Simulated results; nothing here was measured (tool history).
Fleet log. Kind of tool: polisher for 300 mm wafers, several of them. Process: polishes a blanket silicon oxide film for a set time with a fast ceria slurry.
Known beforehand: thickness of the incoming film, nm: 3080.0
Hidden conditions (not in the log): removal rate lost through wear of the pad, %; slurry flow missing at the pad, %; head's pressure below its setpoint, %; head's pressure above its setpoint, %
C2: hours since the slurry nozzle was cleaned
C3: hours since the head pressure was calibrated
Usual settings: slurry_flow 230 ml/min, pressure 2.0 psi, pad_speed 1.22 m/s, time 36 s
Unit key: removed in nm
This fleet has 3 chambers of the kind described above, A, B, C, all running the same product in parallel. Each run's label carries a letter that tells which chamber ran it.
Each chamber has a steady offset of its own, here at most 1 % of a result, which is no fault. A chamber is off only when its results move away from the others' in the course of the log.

At hour 1.8: chamber A: worn pad replaced by a new one.
Run 1B, hour 8.1: usual settings; wafers polished on this pad 428; C2 620.1; C3 636.8. Result: removed 579.62 nm.
Run 2A, hour 18.2: usual settings; wafers polished on this pad 218; C2 165.1; C3 1408.3. Result: removed 566.21 nm.
Run 3C, hour 24.8: usual settings; wafers polished on this pad 1257; C2 187.8; C3 301.3. Result: removed 572.28 nm.
At hour 29.5: chamber C: slurry nozzle cleaned.
Run 4C, hour 30.1: usual settings; wafers polished on this pad 1327; C2 0.7; C3 306.6. Result: removed 578.30 nm.
At hour 30.8: chamber C: worn pad replaced by a new one.
Run 5A, hour 35.6: usual settings; wafers polished on this pad 448; C2 182.5; C3 1425.7. Result: removed 577.49 nm.
Run 6B, hour 45.1: usual settings; wafers polished on this pad 918; C2 657.1; C3 673.8. Result: removed 576.79 nm.
Run 7A, hour 54.4: usual settings but pressure 1.7 psi, pad_speed 0.82 m/s; wafers polished on this pad 697; C2 201.3; C3 1444.5. Result: removed 329.06 nm.
At hour 56.5: chamber A: worn pad replaced by a new one.
At hour 62.2: chamber B: worn pad replaced by a new one.
At hour 63.3: chamber B: head pressure recalibrated.
Run 8B, hour 64.4: usual settings but pressure 1.7 psi, pad_speed 0.82 m/s; wafers polished on this pad 30; C2 676.4; C3 1.1. Result: removed 290.50 nm.
Run 9C, hour 73.8: usual settings but pressure 1.7 psi, pad_speed 0.82 m/s; wafers polished on this pad 569; C2 44.4; C3 350.3. Result: removed 325.74 nm.
Run 10B, hour 84.0: usual settings but pad_speed 1.36 m/s, time 41 s; wafers polished on this pad 289; C2 696.0; C3 20.7. Result: removed 647.44 nm.
Run 11C, hour 90.4: usual settings but pad_speed 1.36 m/s, time 41 s; wafers polished on this pad 789; C2 61.0; C3 366.9. Result: removed 734.30 nm.
At hour 95.6: chamber A: slurry nozzle cleaned.
Run 12A, hour 101.2: usual settings but pad_speed 1.36 m/s, time 41 s; wafers polished on this pad 592; C2 5.6; C3 1491.3. Result: removed 723.93 nm.
Run 13C, hour 107.5: usual settings; wafers polished on this pad 1015; C2 78.1; C3 384.0. Result: removed 566.82 nm.
Run 14B, hour 113.3: usual settings; wafers polished on this pad 677; C2 725.3; C3 50.0. Result: removed 520.32 nm.
Run 15A, hour 121.5: usual settings but slurry_flow 280 ml/min, pressure 1.7 psi; wafers polished on this pad 860; C2 25.9; C3 1511.6. Result: removed 501.85 nm.
At hour 125.8: chamber A: worn pad replaced by a new one.
Run 16B, hour 127.2: usual settings but slurry_flow 280 ml/min, pressure 1.7 psi; wafers polished on this pad 861; C2 739.2; C3 63.9. Result: removed 447.63 nm.
At hour 128.5: chamber C: worn pad replaced by a new one.
Run 17A, hour 137.4: usual settings but slurry_flow 280 ml/min, pressure 1.7 psi; wafers polished on this pad 154; C2 41.8; C3 1527.5. Result: removed 498.00 nm.
Run 18C, hour 144.7: usual settings but slurry_flow 185 ml/min; wafers polished on this pad 215; C2 115.3; C3 421.2. Result: removed 555.03 nm.
At hour 147.0: chamber A: head pressure recalibrated.
At hour 154.0: chamber C: head pressure recalibrated.
Run 19C, hour 156.9: usual settings but slurry_flow 185 ml/min; wafers polished on this pad 376; C2 127.5; C3 3.0. Result: removed 553.56 nm.
Run 20A, hour 166.9: usual settings but slurry_flow 185 ml/min; wafers polished on this pad 544; C2 71.3; C3 20.0. Result: removed 555.41 nm.
At hour 170.0: chamber B: worn pad replaced by a new one.
Run 21B, hour 177.3: usual settings; wafers polished on this pad 97; C2 789.3; C3 114.0. Result: removed 516.23 nm.
At hour 180.8: chamber A: worn pad replaced by a new one.
Run 22A, hour 183.1: usual settings; wafers polished on this pad 31; C2 87.5; C3 36.2. Result: removed 570.60 nm.

All 3 chambers run these settings next. Forecast each chamber's results:
Run 23A, hour 191.9: usual settings but time 45 s. Result: removed ?.
Run 23B, hour 191.9: usual settings but time 45 s. Result: removed ?.
Run 23C, hour 191.9: usual settings but time 45 s. Result: removed ?.

run  removed
23A   716.20
23B   638.38
23C   722.66

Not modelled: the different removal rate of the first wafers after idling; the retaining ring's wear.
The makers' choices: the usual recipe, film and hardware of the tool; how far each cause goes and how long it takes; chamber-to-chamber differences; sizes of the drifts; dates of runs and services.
